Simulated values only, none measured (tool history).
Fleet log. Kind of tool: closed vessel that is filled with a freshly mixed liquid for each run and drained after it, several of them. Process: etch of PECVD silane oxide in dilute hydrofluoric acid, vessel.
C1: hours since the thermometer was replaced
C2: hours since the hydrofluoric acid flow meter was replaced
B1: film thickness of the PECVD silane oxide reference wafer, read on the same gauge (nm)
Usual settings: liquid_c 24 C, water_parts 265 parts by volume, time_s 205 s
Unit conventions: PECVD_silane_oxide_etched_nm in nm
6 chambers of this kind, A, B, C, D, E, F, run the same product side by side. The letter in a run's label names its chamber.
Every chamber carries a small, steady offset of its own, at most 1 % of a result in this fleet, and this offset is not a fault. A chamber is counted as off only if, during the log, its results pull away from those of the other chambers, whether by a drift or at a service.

-- hour=1.6 chamber F: hydrofluoric acid flow meter replaced
run 1F hour=4.2 | liquid_c=24 water_parts=265 time_s=205 | C1=1611.2 C2=2.6 | B1=99.965 | PECVD_silane_oxide_etched_nm=20.288
run 2A hour=6.2 | liquid_c=24 water_parts=265 time_s=205 | C1=325.9 C2=1195.1 | B1=100 | PECVD_silane_oxide_etched_nm=20.247
run 3C hour=8.9 | liquid_c=24 water_parts=265 time_s=205 | C1=834.9 C2=286.6 | B1=100.03 | PECVD_silane_oxide_etched_nm=20.229
run 4B hour=11.7 | liquid_c=24 water_parts=265 time_s=205 | C1=1097.9 C2=1531.2 | B1=100.01 | PECVD_silane_oxide_etched_nm=19.793
run 5E hour=15.6 | liquid_c=24 water_parts=265 time_s=205 | C1=391.6 C2=1590.5 | B1=100.01 | PECVD_silane_oxide_etched_nm=20.009
-- hour=18.6 chamber B: hydrofluoric acid flow meter replaced
run 6D hour=19.3 | liquid_c=28.5 water_parts=265 time_s=85 | C1=123.3 C2=409.7 | B1=100 | PECVD_silane_oxide_etched_nm=9.6977
run 7A hour=21.8 | liquid_c=28.5 water_parts=265 time_s=85 | C1=341.5 C2=1210.7 | B1=100.01 | PECVD_silane_oxide_etched_nm=9.7988
run 8B hour=24 | liquid_c=28.5 water_parts=265 time_s=85 | C1=1110.2 C2=5.5 | B1=99.987 | PECVD_silane_oxide_etched_nm=9.6271
run 9F hour=27 | liquid_c=28.5 water_parts=265 time_s=85 | C1=1634 C2=25.4 | B1=99.98 | PECVD_silane_oxide_etched_nm=9.8853
run 10D hour=31.5 | liquid_c=28.5 water_parts=265 time_s=85 | C1=135.5 C2=421.9 | B1=100 | PECVD_silane_oxide_etched_nm=9.78
run 11E hour=35.1 | liquid_c=28.5 water_parts=265 time_s=85 | C1=411.1 C2=1610 | B1=99.983 | PECVD_silane_oxide_etched_nm=9.6591
run 12C hour=38.5 | liquid_c=24 water_parts=265 time_s=205 | C1=864.5 C2=316.2 | B1=99.985 | PECVD_silane_oxide_etched_nm=20
run 13B hour=42.5 | liquid_c=24 water_parts=265 time_s=205 | C1=1128.7 C2=24 | B1=99.99 | PECVD_silane_oxide_etched_nm=19.98
run 14E hour=46 | liquid_c=24 water_parts=265 time_s=205 | C1=422 C2=1620.9 | B1=100 | PECVD_silane_oxide_etched_nm=20.081
run 15F hour=48 | liquid_c=24 water_parts=265 time_s=205 | C1=1655 C2=46.4 | B1=100.02 | PECVD_silane_oxide_etched_nm=20.315
run 16C hour=50.7 | liquid_c=24 water_parts=265 time_s=205 | C1=876.7 C2=328.4 | B1=100.02 | PECVD_silane_oxide_etched_nm=20.261
run 17A hour=54.4 | liquid_c=20.5 water_parts=265 time_s=315 | C1=374.1 C2=1243.3 | B1=100 | PECVD_silane_oxide_etched_nm=27.476
run 18D hour=56.4 | liquid_c=20.5 water_parts=265 time_s=315 | C1=160.4 C2=446.8 | B1=99.984 | PECVD_silane_oxide_etched_nm=27.261
run 19B hour=59.8 | liquid_c=20.5 water_parts=265 time_s=315 | C1=1146 C2=41.3 | B1=99.993 | PECVD_silane_oxide_etched_nm=26.973
run 20A hour=63.1 | liquid_c=20.5 water_parts=265 time_s=315 | C1=382.8 C2=1252 | B1=99.992 | PECVD_silane_oxide_etched_nm=27.383
run 21F hour=66.1 | liquid_c=20.5 water_parts=265 time_s=315 | C1=1673.1 C2=64.5 | B1=99.98 | PECVD_silane_oxide_etched_nm=27.513
run 22E hour=68.8 | liquid_c=20.5 water_parts=265 time_s=315 | C1=444.8 C2=1643.7 | B1=99.992 | PECVD_silane_oxide_etched_nm=27.669
run 23D hour=71.6 | liquid_c=24 water_parts=265 time_s=205 | C1=175.6 C2=462 | B1=99.957 | PECVD_silane_oxide_etched_nm=20.014
run 24C hour=75.6 | liquid_c=24 water_parts=265 time_s=205 | C1=901.6 C2=353.3 | B1=99.996 | PECVD_silane_oxide_etched_nm=20.243
run 25E hour=78.1 | liquid_c=24 water_parts=265 time_s=205 | C1=454.1 C2=1653 | B1=100.01 | PECVD_silane_oxide_etched_nm=20.558
run 26D hour=82.2 | liquid_c=24 water_parts=265 time_s=205 | C1=186.2 C2=472.6 | B1=100.03 | PECVD_silane_oxide_etched_nm=20.056
run 27C hour=85.4 | liquid_c=24 water_parts=265 time_s=205 | C1=911.4 C2=363.1 | B1=100.01 | PECVD_silane_oxide_etched_nm=20.329
run 28B hour=88.2 | liquid_c=24 water_parts=265 time_s=205 | C1=1174.4 C2=69.7 | B1=99.996 | PECVD_silane_oxide_etched_nm=20.09
run 29F hour=91.3 | liquid_c=24 water_parts=265 time_s=205 | C1=1698.3 C2=89.7 | B1=100.02 | PECVD_silane_oxide_etched_nm=20.313
run 30A hour=94.4 | liquid_c=24 water_parts=265 time_s=205 | C1=414.1 C2=1283.3 | B1=99.994 | PECVD_silane_oxide_etched_nm=20.349
run 31A hour=97.7 | liquid_c=24 water_parts=265 time_s=205 | C1=417.4 C2=1286.6 | B1=99.97 | PECVD_silane_oxide_etched_nm=20.169
run 32D hour=99.7 | liquid_c=24 water_parts=265 time_s=110 | C1=203.7 C2=490.1 | B1=99.997 | PECVD_silane_oxide_etched_nm=10.752
run 33E hour=101.7 | liquid_c=24 water_parts=265 time_s=110 | C1=477.7 C2=1676.6 | B1=100.02 | PECVD_silane_oxide_etched_nm=11.2
run 34F hour=104.9 | liquid_c=24 water_parts=265 time_s=110 | C1=1711.9 C2=103.3 | B1=100 | PECVD_silane_oxide_etched_nm=10.936
run 35C hour=108.4 | liquid_c=24 water_parts=265 time_s=110 | C1=934.4 C2=386.1 | B1=100.04 | PECVD_silane_oxide_etched_nm=10.788
run 36B hour=110.9 | liquid_c=24 water_parts=265 time_s=110 | C1=1197.1 C2=92.4 | B1=99.999 | PECVD_silane_oxide_etched_nm=10.776
run 37C hour=114.1 | liquid_c=24 water_parts=265 time_s=110 | C1=940.1 C2=391.8 | B1=100 | PECVD_silane_oxide_etched_nm=10.9

All chambers now run identical settings, listed one chamber a line with results as question marks. What results will each chamber show?
run 38A hour=117.3 | liquid_c=22.5 water_parts=265 time_s=205 | PECVD_silane_oxide_etched_nm=?
run 38B hour=117.3 | liquid_c=22.5 water_parts=265 time_s=205 | PECVD_silane_oxide_etched_nm=?
run 38C hour=117.3 | liquid_c=22.5 water_parts=265 time_s=205 | PECVD_silane_oxide_etched_nm=?
run 38D hour=117.3 | liquid_c=22.5 water_parts=265 time_s=205 | PECVD_silane_oxide_etched_nm=?
run 38E hour=117.3 | liquid_c=22.5 water_parts=265 time_s=205 | PECVD_silane_oxide_etched_nm=?
run 38F hour=117.3 | liquid_c=22.5 water_parts=265 time_s=205 | PECVD_silane_oxide_etched_nm=?

run=38A PECVD_silane_oxide_etched_nm=19.204
run=38B PECVD_silane_oxide_etched_nm=18.823
run=38C PECVD_silane_oxide_etched_nm=19.079
run=38D PECVD_silane_oxide_etched_nm=18.814
run=38E PECVD_silane_oxide_etched_nm=20.055
run=38F PECVD_silane_oxide_etched_nm=19.234

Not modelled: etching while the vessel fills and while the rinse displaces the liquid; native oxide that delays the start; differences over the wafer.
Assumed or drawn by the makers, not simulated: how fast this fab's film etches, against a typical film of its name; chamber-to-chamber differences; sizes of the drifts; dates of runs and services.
